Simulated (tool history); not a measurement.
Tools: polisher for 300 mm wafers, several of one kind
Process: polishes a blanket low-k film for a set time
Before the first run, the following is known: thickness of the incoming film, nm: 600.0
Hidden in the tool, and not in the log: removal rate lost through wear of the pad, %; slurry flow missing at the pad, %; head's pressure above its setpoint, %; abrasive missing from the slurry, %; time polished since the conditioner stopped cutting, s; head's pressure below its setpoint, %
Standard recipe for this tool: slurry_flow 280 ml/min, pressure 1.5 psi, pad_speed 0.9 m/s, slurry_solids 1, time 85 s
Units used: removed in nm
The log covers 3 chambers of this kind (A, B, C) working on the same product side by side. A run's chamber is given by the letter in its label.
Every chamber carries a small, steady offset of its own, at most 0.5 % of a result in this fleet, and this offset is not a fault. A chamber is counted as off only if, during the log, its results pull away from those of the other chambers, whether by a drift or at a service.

| run | hour | slurry_flow | pressure | pad_speed | slurry_solids | time | wafers polished on this pad | hours since the slurry nozzle was cleaned | hours since the head pressure was calibrated | hours since the slurry blender was calibrated | hours since the conditioning disc was replaced | removed |
|---|---|---|---|---|---|---|---|---|---|---|---|---|
| 1C | 4.1 | 280 | 1.5 | 0.9 | 1 | 85 | 547 | 287.4 | 321.4 | 490.5 | 91.6 | 26.836 |
| 2B | 11.2 | 280 | 1.5 | 0.9 | 1 | 85 | 960 | 327.4 | 132.7 | 60 | 87 | 27.6 |
| 3A | 15.2 | 280 | 1.5 | 0.9 | 1 | 85 | 258 | 193.4 | 473.7 | 338 | 364.1 | 27.257 |
| 4C | 18.8 | 280 | 1.5 | 0.9 | 1 | 85 | 642 | 302.1 | 336.1 | 505.2 | 106.3 | 27.35 |
| 5A | 24.6 | 280 | 1.5 | 0.9 | 1 | 85 | 318 | 202.8 | 483.1 | 347.4 | 373.5 | 27.345 |
|  | 25.9 | chamber A: conditioning disc replaced and pad reconditioned |
| 6B | 30.2 | 280 | 1.5 | 0.9 | 1 | 85 | 1083 | 346.4 | 151.7 | 79 | 106 | 26.513 |
|  | 32.5 | chamber B: worn pad replaced by a new one |
| 7A | 35.1 | 280 | 1.5 | 0.9 | 1 | 85 | 386 | 213.3 | 493.6 | 357.9 | 9.3 | 27.02 |
| 8C | 41.8 | 280 | 1.5 | 0.9 | 1 | 85 | 791 | 325.1 | 359.1 | 528.2 | 129.3 | 27.544 |
|  | 47.2 | chamber C: slurry blender recalibrated |
| 9B | 47.5 | 280 | 1.5 | 0.9 | 1 | 85 | 97 | 363.7 | 169 | 96.3 | 123.3 | 27.011 |
| 10B | 54.3 | 280 | 1.5 | 0.9 | 1 | 85 | 141 | 370.5 | 175.8 | 103.1 | 130.1 | 27.29 |
| 11C | 59.2 | 280 | 1.5 | 0.9 | 1 | 85 | 904 | 342.5 | 376.5 | 12.1 | 146.7 | 27.423 |
| 12A | 63 | 280 | 1.5 | 0.9 | 1 | 85 | 567 | 241.2 | 521.5 | 385.8 | 37.2 | 27.462 |
| 13A | 69.9 | 280 | 1.5 | 0.6 | 1 | 85 | 611 | 248.1 | 528.4 | 392.7 | 44.1 | 19.733 |
| 14B | 73.8 | 280 | 1.5 | 0.6 | 1 | 85 | 267 | 390 | 195.3 | 122.6 | 149.6 | 19.481 |
| 15C | 80.5 | 280 | 1.5 | 0.6 | 1 | 85 | 1041 | 363.8 | 397.8 | 33.4 | 168 | 19.759 |
| 16B | 84.1 | 280 | 1.5 | 0.9 | 1 | 85 | 333 | 400.3 | 205.6 | 132.9 | 159.9 | 26.949 |
| 17A | 92 | 280 | 1.5 | 0.9 | 1 | 85 | 754 | 270.2 | 550.5 | 414.8 | 66.2 | 27.487 |
| 18C | 98 | 280 | 1.2 | 0.9 | 1 | 85 | 1154 | 381.3 | 415.3 | 50.9 | 185.5 | 21.565 |
| 19A | 102.5 | 280 | 1.2 | 0.9 | 1 | 85 | 822 | 280.7 | 561 | 425.3 | 76.7 | 21.577 |
| 20B | 109.8 | 280 | 1.2 | 0.9 | 1 | 85 | 499 | 426 | 231.3 | 158.6 | 185.6 | 21.768 |
|  | 113.2 | chamber B: conditioning disc replaced and pad reconditioned |
| 21C | 115.6 | 280 | 1.5 | 0.9 | 1 | 85 | 1268 | 398.9 | 432.9 | 68.5 | 203.1 | 26.279 |
| 22A | 122.8 | 280 | 1.5 | 0.9 | 1 | 85 | 953 | 301 | 581.3 | 445.6 | 97 | 27.192 |
| 23B | 127.5 | 280 | 1.5 | 0.9 | 1 | 85 | 614 | 443.7 | 249 | 176.3 | 14.4 | 27.232 |
| 24C | 135.4 | 280 | 1.5 | 0.9 | 1 | 85 | 1396 | 418.7 | 452.7 | 88.3 | 222.9 | 26.212 |
| 25C | 139.1 | 280 | 1.5 | 0.9 | 1 | 85 | 1420 | 422.4 | 456.4 | 92 | 226.6 | 26.03 |
|  | 142.5 | chamber C: conditioning disc replaced and pad reconditioned |
| 26B | 145.6 | 280 | 1.5 | 1.2 | 1 | 85 | 731 | 461.8 | 267.1 | 194.4 | 32.5 | 35.048 |
|  | 145.7 | chamber A: worn pad replaced by a new one |
| 27A | 153.7 | 280 | 1.5 | 1.2 | 1 | 85 | 52 | 331.9 | 612.2 | 476.5 | 127.9 | 34.683 |
| 28A | 161.7 | 280 | 1.5 | 1.2 | 1 | 85 | 103 | 339.9 | 620.2 | 484.5 | 135.9 | 34.283 |
|  | 165.2 | chamber A: slurry blender recalibrated |
| 29B | 168.3 | 280 | 1.5 | 0.9 | 1 | 85 | 877 | 484.5 | 289.8 | 217.1 | 55.2 | 26.653 |
| 30C | 176.1 | 280 | 1.5 | 0.9 | 1 | 85 | 1659 | 459.4 | 493.4 | 129 | 33.7 | 24.534 |
| 31B | 182.6 | 280 | 1.5 | 0.9 | 1 | 85 | 970 | 498.8 | 304.1 | 231.4 | 69.5 | 26.575 |
| 32A | 187.9 | 280 | 1.5 | 0.9 | 1 | 85 | 273 | 366.1 | 646.4 | 22.8 | 162.1 | 26.94 |
| 33C | 193.8 | 280 | 1.5 | 0.9 | 1 | 85 | 1774 | 477.1 | 511.1 | 146.7 | 51.4 | 24.365 |
|  | 195.3 | chamber B: worn pad replaced by a new one |
| 34A | 200.4 | 280 | 1.5 | 0.9 | 1 | 85 | 354 | 378.6 | 658.9 | 35.3 | 174.6 | 28.138 |
| 35B | 205.6 | 280 | 1.5 | 0.9 | 1 | 85 | 67 | 521.8 | 327.1 | 254.4 | 92.5 | 26.888 |
| 36C | 211.9 | 280 | 1.5 | 0.9 | 1 | 85 | 1891 | 495.2 | 529.2 | 164.8 | 69.5 | 24.512 |
| 37A | 217.5 | 280 | 1.5 | 0.9 | 1 | 85 | 464 | 395.7 | 676 | 52.4 | 191.7 | 27.764 |
| 38B | 221.2 | 280 | 1.5 | 0.9 | 1 | 85 | 167 | 537.4 | 342.7 | 270 | 108.1 | 27.606 |

Which is it: a chamber that has drifted or been left off by a service, a gauge drift common to all chambers, or only each chamber's usual small offset? If a chamber is off, name it and its likeliest cause.

Chamber C drifts away from the others.
What lies behind it: removal rate lost through wear of the pad, % = 11.4.
It could be hard to tell apart here from: head's pressure below its setpoint, %; abrasive missing from the slurry, %.

Which of the 4 candidates below, each the usual settings with something changed and its results left as question marks, puts chamber C back in line with what the other chambers give on the usual settings?
A result is in line if it is within this distance of the other chambers' mean on the usual settings: removed 1.2 nm
| 39C-1 | 227 | 285 | 1.5 | 1.04 | 1 | 85 |  |  |  |  |  | ? |
| 39C-2 | 227 | 290 | 1.5 | 1.12 | 1.1 | 85 |  |  |  |  |  | ? |
| 39C-3 | 227 | 280 | 1.4 | 0.88 | 1 | 82 |  |  |  |  |  | ? |
| 39C-4 | 227 | 275 | 1.5 | 0.8 | 1 | 74 |  |  |  |  |  | ? |

The mean the other chambers reach with the usual settings: removed 27.045 nm
| run | removed |
|---|---|
| 39C-1 | 26.539 |
| 39C-2 | 29.399 |
| 39C-3 | 20.919 |
| 39C-4 | 18.725 |
With 39C-1, the chamber falls back in line with the rest.

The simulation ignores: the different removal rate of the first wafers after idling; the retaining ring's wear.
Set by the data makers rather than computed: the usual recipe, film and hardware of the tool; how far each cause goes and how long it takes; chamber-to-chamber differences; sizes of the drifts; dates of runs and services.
